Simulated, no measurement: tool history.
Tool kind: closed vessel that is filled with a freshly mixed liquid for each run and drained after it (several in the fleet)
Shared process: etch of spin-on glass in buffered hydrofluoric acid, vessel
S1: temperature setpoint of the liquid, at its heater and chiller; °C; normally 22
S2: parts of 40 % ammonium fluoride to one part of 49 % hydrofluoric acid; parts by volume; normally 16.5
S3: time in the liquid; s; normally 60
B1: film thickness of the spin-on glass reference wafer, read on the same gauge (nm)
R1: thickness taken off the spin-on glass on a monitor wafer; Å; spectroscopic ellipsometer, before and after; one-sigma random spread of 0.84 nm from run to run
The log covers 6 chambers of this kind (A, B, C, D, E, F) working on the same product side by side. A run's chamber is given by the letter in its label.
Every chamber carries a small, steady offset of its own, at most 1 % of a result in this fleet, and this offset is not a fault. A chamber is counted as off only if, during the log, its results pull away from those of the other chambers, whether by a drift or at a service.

{"run": "1C", "hour": 5.6, "S1": 22, "S2": 16.5, "S3": 60, "B1": 90.007, "R1": 889.07}
{"run": "2E", "hour": 13.4, "S1": 22, "S2": 16.5, "S3": 60, "B1": 89.978, "R1": 885.36}
{"run": "3F", "hour": 20.0, "S1": 22, "S2": 16.5, "S3": 60, "B1": 89.981, "R1": 884.97}
{"run": "4D", "hour": 27.4, "S1": 22, "S2": 16.5, "S3": 60, "B1": 90.037, "R1": 908.59}
{"run": "5B", "hour": 31.8, "S1": 22, "S2": 16.5, "S3": 60, "B1": 90.016, "R1": 878.63}
{"run": "6A", "hour": 37.1, "S1": 22, "S2": 16.5, "S3": 60, "B1": 89.978, "R1": 882.87}
{"run": "7B", "hour": 42.0, "S1": 22, "S2": 16.5, "S3": 60, "B1": 89.998, "R1": 891.97}
{"run": "8F", "hour": 48.0, "S1": 22, "S2": 16.5, "S3": 60, "B1": 89.98, "R1": 880.78}
{"run": "9C", "hour": 54.7, "S1": 22, "S2": 16.5, "S3": 60, "B1": 89.981, "R1": 887.63}
{"run": "10E", "hour": 60.7, "S1": 22, "S2": 16.5, "S3": 60, "B1": 89.969, "R1": 868.9}
{"run": "11A", "hour": 68.0, "S1": 22, "S2": 16.5, "S3": 60, "B1": 89.988, "R1": 878.14}
{"run": "12D", "hour": 75.5, "S1": 22, "S2": 16.5, "S3": 60, "B1": 90.005, "R1": 886.63}
{"run": "13F", "hour": 83.4, "S1": 22, "S2": 16.5, "S3": 60, "B1": 89.976, "R1": 882.1}
{"run": "14E", "hour": 86.9, "S1": 22, "S2": 16.5, "S3": 60, "B1": 90.036, "R1": 885.69}
{"run": "15B", "hour": 90.8, "S1": 22, "S2": 16.5, "S3": 60, "B1": 90.015, "R1": 872.16}
{"run": "16A", "hour": 98.8, "S1": 22, "S2": 12, "S3": 60, "B1": 89.978, "R1": 1192.7}
{"run": "17C", "hour": 102.6, "S1": 22, "S2": 12, "S3": 60, "B1": 89.99, "R1": 1207.8}
{"run": "18D", "hour": 109.1, "S1": 22, "S2": 12, "S3": 60, "B1": 89.987, "R1": 1234.3}
{"run": "19B", "hour": 115.0, "S1": 22, "S2": 12, "S3": 60, "B1": 90.043, "R1": 1200.6}
{"run": "20D", "hour": 119.6, "S1": 22, "S2": 12, "S3": 60, "B1": 89.979, "R1": 1247.5}
{"run": "21F", "hour": 123.1, "S1": 22, "S2": 12, "S3": 60, "B1": 90.011, "R1": 1205}
{"run": "22E", "hour": 127.9, "S1": 22, "S2": 16.5, "S3": 60, "B1": 90.013, "R1": 882.23}
{"run": "23C", "hour": 134.1, "S1": 22, "S2": 16.5, "S3": 60, "B1": 90.007, "R1": 881.91}
{"run": "24A", "hour": 138.5, "S1": 22, "S2": 16.5, "S3": 60, "B1": 89.981, "R1": 834.63}
{"run": "25F", "hour": 142.9, "S1": 22, "S2": 16.5, "S3": 60, "B1": 89.988, "R1": 867.03}
{"run": "26C", "hour": 147.8, "S1": 22, "S2": 16.5, "S3": 60, "B1": 89.998, "R1": 887.06}
{"run": "27B", "hour": 155.2, "S1": 22, "S2": 16.5, "S3": 60, "B1": 90.006, "R1": 885.03}
{"run": "28D", "hour": 159.3, "S1": 22, "S2": 16.5, "S3": 60, "B1": 89.971, "R1": 896.16}
{"run": "29E", "hour": 162.7, "S1": 22, "S2": 16.5, "S3": 60, "B1": 90.008, "R1": 890.82}
{"run": "30A", "hour": 170.0, "S1": 22, "S2": 19, "S3": 60, "B1": 90.005, "R1": 739.52}
{"run": "31B", "hour": 176.8, "S1": 22, "S2": 19, "S3": 60, "B1": 89.967, "R1": 785.31}
{"run": "32E", "hour": 183.7, "S1": 22, "S2": 19, "S3": 60, "B1": 89.96, "R1": 777.69}
{"run": "33A", "hour": 191.0, "S1": 22, "S2": 19, "S3": 60, "B1": 89.997, "R1": 725.28}
{"run": "34D", "hour": 195.0, "S1": 22, "S2": 19, "S3": 60, "B1": 89.991, "R1": 773.34}
{"run": "35F", "hour": 200.0, "S1": 22, "S2": 19, "S3": 60, "B1": 89.992, "R1": 768.28}
{"run": "36C", "hour": 205.0, "S1": 22, "S2": 16.5, "S3": 60, "B1": 90.033, "R1": 873.07}

Is one chamber out of step, is the gauge drifting, or do the chambers differ by no more than their own small offsets? For an off chamber, give its letter and the likeliest cause.

It is chamber A that slowly wanders off from its peers.
Most likely cause: hydrofluoric acid flow below the setpoint (%) = 8.52.
The log might look much the same if the cause were instead: liquid colder than its thermometer reads (K).

Below are 4 candidate recipes for chamber A's next run, each the usual settings with a change, their results shown as question marks. Which of them brings A's results back in line with what the other chambers give on the usual settings?
Allowed miss from the other chambers' usual-settings mean, per result, to count as in line: R1 29 Å
{"run": "37A-1", "hour": 210.6, "S1": 21.5, "S2": 17, "S3": 55, "R1": "?"}
{"run": "37A-2", "hour": 210.6, "S1": 20.5, "S2": 16.5, "S3": 60, "R1": "?"}
{"run": "37A-3", "hour": 210.6, "S1": 22, "S2": 16.5, "S3": 70, "R1": "?"}
{"run": "37A-4", "hour": 210.6, "S1": 22, "S2": 16.5, "S3": 65, "R1": "?"}

Mean of the other chambers on the usual settings: R1 889.88 Å
run=37A-1 R1=703.73
run=37A-2 R1=748.12
run=37A-3 R1=948.81
run=37A-4 R1=881.04
37A-4 puts the chamber back in line with the other chambers.
